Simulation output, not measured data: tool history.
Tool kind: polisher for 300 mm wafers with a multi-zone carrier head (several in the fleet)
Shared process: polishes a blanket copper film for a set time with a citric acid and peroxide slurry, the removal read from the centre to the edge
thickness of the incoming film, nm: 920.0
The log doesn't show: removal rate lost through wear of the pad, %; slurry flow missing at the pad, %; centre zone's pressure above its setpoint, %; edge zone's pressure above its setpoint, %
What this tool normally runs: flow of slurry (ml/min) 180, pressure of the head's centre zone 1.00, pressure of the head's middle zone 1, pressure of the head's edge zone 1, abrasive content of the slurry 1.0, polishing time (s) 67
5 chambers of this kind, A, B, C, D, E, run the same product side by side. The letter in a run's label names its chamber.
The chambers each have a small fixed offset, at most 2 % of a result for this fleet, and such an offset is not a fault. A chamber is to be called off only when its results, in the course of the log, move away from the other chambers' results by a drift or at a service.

run	hour	flow of slurry (ml/min)	pressure of the head's centre zone	pressure of the head's middle zone	pressure of the head's edge zone	abrasive content of the slurry	polishing time (s)	wafers polished on this pad	hours since the slurry nozzle was cleaned	hours since the centre zone pressure was calibrated	hours since the edge zone pressure was calibrated	film removed at the wafer's centre (nm)	film removed at mid-radius (nm)	film removed at the wafer's edge (nm)
# hour 1.8: chamber A: worn pad replaced by a new one
# hour 1.9: chamber D: worn pad replaced by a new one
1A	2.4	180	1.00	1	1	1.0	67	6	81.1	356.6	433.7	80.072	79.616	79.193
# hour 3.9: chamber E: slurry nozzle cleaned
2B	6.8	180	1.00	1	1	1.0	67	461	419.1	285.6	379.0	79.933	79.763	79.322
# hour 7.5: chamber E: worn pad replaced by a new one
3D	10.3	180	1.00	1	1	1.0	67	77	82.9	375.7	364.2	82.469	79.847	79.737
4E	13.1	180	1.00	1	1	1.0	67	51	9.3	862.5	460.1	80.616	80.106	79.543
5C	16.6	180	1.00	1	1	1.0	67	446	130.5	542.1	69.0	79.669	78.716	79.150
6E	20.7	180	1.00	1	1	1.0	67	122	16.9	870.1	467.7	80.126	79.880	79.512
7B	23.7	180	1.00	1	1	1.0	67	617	436.0	302.5	395.9	78.301	80.179	79.769
8D	26.6	180	1.00	1	1	1.0	67	228	99.2	392.0	380.5	81.830	80.146	78.816
9A	29.4	180	1.00	1	1	1.0	67	255	108.1	383.6	460.7	79.407	80.472	80.409
10C	33.0	180	1.00	1	1	1.0	67	597	146.9	558.5	85.4	79.468	78.351	79.376
11C	37.3	180	1.00	1	1	1.0	67	637	151.2	562.8	89.7	82.605	78.882	79.459
# hour 39.3: chamber D: centre zone pressure recalibrated
# hour 39.8: chamber C: centre zone pressure recalibrated
12D	41.8	180	1.00	1	1	1.0	67	368	114.4	2.5	395.7	89.037	79.956	79.895
13A	44.4	180	0.89	1	1	1.0	77	394	123.1	398.6	475.7	80.248	91.810	90.369
14E	46.7	180	0.89	1	1	1.0	77	362	42.9	896.1	493.7	81.491	91.524	91.885
15B	49.2	180	0.89	1	1	1.0	77	852	461.5	328.0	421.4	78.607	91.244	90.837
16C	52.3	180	0.89	1	1	1.0	77	775	166.2	12.5	104.7	81.380	90.858	91.028
17E	56.8	180	0.89	1	1	1.0	77	455	53.0	906.2	503.8	80.454	91.479	90.876
18B	59.0	180	1.00	1	1	1.0	67	943	471.3	337.8	431.2	79.942	80.691	79.392
19D	62.9	180	1.00	1	1	1.0	67	563	135.5	23.6	416.8	89.919	79.380	79.616
20A	67.3	205	1.00	1	1	1.0	67	605	146.0	421.5	498.6	83.141	82.012	80.567
21E	71.9	205	1.00	1	1	1.0	67	594	68.1	921.3	518.9	82.053	81.182	80.650
22C	75.0	205	1.00	1	1	1.0	67	985	188.9	35.2	127.4	79.882	80.083	81.149
23D	77.5	205	1.00	1	1	1.0	67	698	150.1	38.2	431.4	90.146	81.328	81.022
24A	81.3	205	1.00	1	1	1.0	67	734	160.0	435.5	512.6	81.337	81.611	80.707
25B	84.2	180	1.00	1	1	1.0	67	1175	496.5	363.0	456.4	79.818	79.329	79.514
# hour 87.3: chamber B: worn pad replaced by a new one
# hour 87.6: chamber A: worn pad replaced by a new one
26E	88.7	180	1.00	1	1	1.0	67	749	84.9	938.1	535.7	79.360	80.261	79.031
# hour 88.9: chamber C: worn pad replaced by a new one
27B	92.7	180	1.00	1	1	0.9	67	50	505.0	371.5	464.9	77.140	78.709	77.387
# hour 96.2: chamber D: worn pad replaced by a new one
28C	96.3	180	1.00	1	1	0.9	67	68	210.2	56.5	148.7	76.957	76.393	77.702
29D	98.6	180	1.00	1	1	0.9	67	22	171.2	59.3	452.5	86.113	78.276	76.554
30A	103.1	180	1.00	1	1	0.9	67	143	181.8	457.3	534.4	77.608	77.276	77.389
# hour 104.0: chamber E: worn pad replaced by a new one
31E	107.2	180	1.00	1	1	0.9	67	30	103.4	956.6	554.2	79.156	78.062	77.731
32C	111.3	180	1.00	1	1	1.0	67	207	225.2	71.5	163.7	79.524	78.575	79.035

Has any chamber moved away from the others, gradually or after a service, or does the common gauge drift, or do the chambers differ only by their own small steady offsets? State the chamber and the most likely cause if one applies.

After it was serviced, chamber D no longer matches the other chambers.
Cause: centre zone's pressure above its setpoint, % = 8.62.

Below are 4 candidate recipes for chamber D's next run, each the usual settings with a change, their results shown as question marks. Which of them brings D's results back in line with what the other chambers give on the usual settings?
A result is in line if it is within this distance of the other chambers' mean on the usual settings: film removed at the wafer's centre (nm) 3.300; film removed at mid-radius (nm) 1.900; film removed at the wafer's edge (nm) 1.700
33D-1	114.7	180	1.02	1.00	0.99	1.0	67					?	?	?
33D-2	114.7	185	1.08	0.98	0.97	1.0	68					?	?	?
33D-3	114.7	180	0.98	1.00	1.01	1.0	67					?	?	?
33D-4	114.7	175	0.92	1.02	1.03	1.0	66					?	?	?

Mean of the other chambers on the usual settings: film removed at the wafer's centre (nm) 79.371; film removed at mid-radius (nm) 79.675; film removed at the wafer's edge (nm) 79.482
run	film removed at the wafer's centre (nm)	film removed at mid-radius (nm)	film removed at the wafer's edge (nm)
33D-1	89.383	79.733	78.999
33D-2	97.050	79.745	79.603
33D-3	85.524	79.751	79.839
33D-4	78.152	79.674	79.182
With 33D-4, the chamber falls back in line with the rest.
